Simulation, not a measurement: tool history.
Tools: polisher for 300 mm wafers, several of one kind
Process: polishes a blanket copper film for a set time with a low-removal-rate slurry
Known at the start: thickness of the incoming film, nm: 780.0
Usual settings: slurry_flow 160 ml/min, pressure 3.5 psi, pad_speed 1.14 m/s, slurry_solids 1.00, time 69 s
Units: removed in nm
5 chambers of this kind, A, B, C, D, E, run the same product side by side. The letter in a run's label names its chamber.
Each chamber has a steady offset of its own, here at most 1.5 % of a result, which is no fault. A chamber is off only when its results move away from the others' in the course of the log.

run   hour  slurry_flow  pressure  pad_speed  slurry_solids  time  wafers polished on this pad  hours since the slurry nozzle was cleaned  hours since the head pressure was calibrated  hours since the slurry blender was calibrated  removed
 1D    4.4          160       3.5       1.14           1.00    69                         1312                                       64.9                                         287.7                                          320.2   270.27
 2E    8.3          160       3.5       1.14           1.00    69                          573                                       65.1                                         462.4                                          272.8   274.34
 3A   14.8          160       3.5       1.14           1.00    69                          434                                      253.2                                         203.5                                          108.0   275.57
 4C   20.4          160       3.5       1.14           1.00    69                          269                                      115.8                                         451.3                                          100.2   271.63
      24.7  -- chamber A: worn pad replaced by a new one
 5B   27.3          160       3.5       1.14           1.00    69                          980                                      709.5                                         512.8                                          197.5   275.92
 6E   30.9          160       3.5       1.14           1.00    69                          740                                       87.7                                         485.0                                          295.4   274.63
 7B   38.0          160       3.5       1.14           1.00    69                         1060                                      720.2                                         523.5                                          208.2   273.39
      40.1  -- chamber D: worn pad replaced by a new one
 8A   43.8          160       3.5       1.14           0.80    80                          141                                      282.2                                         232.5                                          137.0   304.21
      49.5  -- chamber E: worn pad replaced by a new one
 9D   50.4          160       3.5       1.14           0.80    80                           76                                      110.9                                         333.7                                          366.2   300.31
      54.1  -- chamber D: slurry blender recalibrated
10C   54.4          160       3.5       1.14           0.80    80                          521                                      149.8                                         485.3                                          134.2   301.57
11A   61.4          160       3.5       1.14           0.80    80                          271                                      299.8                                         250.1                                          154.6   302.28
12C   65.7          160       3.5       1.14           0.80    80                          604                                      161.1                                         496.6                                          145.5   301.31
13B   69.2          160       3.5       1.14           1.00    69                         1290                                      751.4                                         554.7                                          239.4   272.27
      69.3  -- chamber B: worn pad replaced by a new one
14E   76.2          160       3.5       1.14           1.00    69                          197                                      133.0                                         530.3                                          340.7   271.92
15D   82.8          160       2.7       1.26           1.00    69                          316                                      143.3                                         366.1                                           28.8   231.99
16C   88.1          160       2.7       1.26           1.00    69                          770                                      183.5                                         519.0                                          167.9   231.90
17B   94.7          160       2.7       1.26           1.00    69                          188                                      776.9                                         580.2                                          264.9   229.92
      98.7  -- chamber A: slurry nozzle cleaned
     100.2  -- chamber B: slurry nozzle cleaned
     100.4  -- chamber E: slurry blender recalibrated
18E  101.3          160       2.7       1.26           1.00    69                          383                                      158.1                                         555.4                                            1.0   235.89
19D  104.8          160       2.7       1.26           1.00    69                          478                                      165.3                                         388.1                                           50.8   230.71
     107.5  -- chamber E: head pressure recalibrated
     111.2  -- chamber A: worn pad replaced by a new one
20A  111.6          160       3.5       1.14           1.00    69                            3                                       13.0                                         300.3                                          204.8   270.10
21C  115.0          160       3.5       1.14           1.00    69                          969                                      210.4                                         545.9                                          194.8   271.88
22E  120.6          160       3.5       1.30           1.00    59                          526                                      177.4                                          13.2                                           20.3   267.07
23D  126.8          160       3.5       1.30           1.00    59                          641                                      187.3                                         410.1                                           72.8   264.90
24B  131.1          160       3.5       1.30           1.00    59                          457                                       30.9                                         616.6                                          301.3   255.38
     133.6  -- chamber C: worn pad replaced by a new one
25A  135.2          160       3.5       1.30           1.00    59                          177                                       36.6                                         323.9                                          228.4   266.39
26D  138.5          160       3.5       1.30           1.00    59                          728                                      199.0                                         421.8                                           84.5   264.48
27E  144.0          160       3.5       1.14           1.00    69                          699                                      200.8                                          36.6                                           43.7   271.44
28B  148.6          160       3.5       1.14           1.00    69                          587                                       48.4                                         634.1                                          318.8   259.02
29C  155.5          160       3.5       1.14           1.00    69                          162                                      250.9                                         586.4                                          235.3   270.39
30A  158.8          160       3.5       1.14           1.00    69                          352                                       60.2                                         347.5                                          252.0   275.98
31E  164.8          160       3.5       1.14           1.00    69                          853                                      221.6                                          57.4                                           64.5   271.95
32B  169.6          160       3.5       1.14           1.00    69                          742                                       69.4                                         655.1                                          339.8   254.60
33C  173.6          160       3.5       1.14           1.00    69                          296                                      269.0                                         604.5                                          253.4   272.92

What goes on in this fleet: one chamber off, a drifting gauge, or nothing beyond the chambers' own small offsets? Name the chamber and the cause, if any.

Chamber B drifts away from the others.
Cause: abrasive missing from the slurry, % = 32.
The log may not tell that from: head's pressure below its setpoint, %.

Here are 4 candidates for chamber B's next run, each the usual settings with a change, their results left as question marks. Which one brings its results back in line with what the others give on the usual settings?
In line means no further than this from the other chambers' mean on the usual settings: removed 6.10 nm
34B-1  178.7          160       3.5       1.16           1.00    70                                                                                                                                                                             ?
34B-2  178.7          130       3.5       1.14           0.80    69                                                                                                                                                                             ?
34B-3  178.7          160       3.5       1.14           1.40    69                                                                                                                                                                             ?
34B-4  178.7          160       3.5       1.12           1.00    68                                                                                                                                                                             ?

The other chambers' mean on the usual settings: removed 272.55 nm
  run  removed
34B-1   261.78
34B-2   233.52
34B-3   272.33
34B-4   245.47
34B-3 brings the chamber back in line.

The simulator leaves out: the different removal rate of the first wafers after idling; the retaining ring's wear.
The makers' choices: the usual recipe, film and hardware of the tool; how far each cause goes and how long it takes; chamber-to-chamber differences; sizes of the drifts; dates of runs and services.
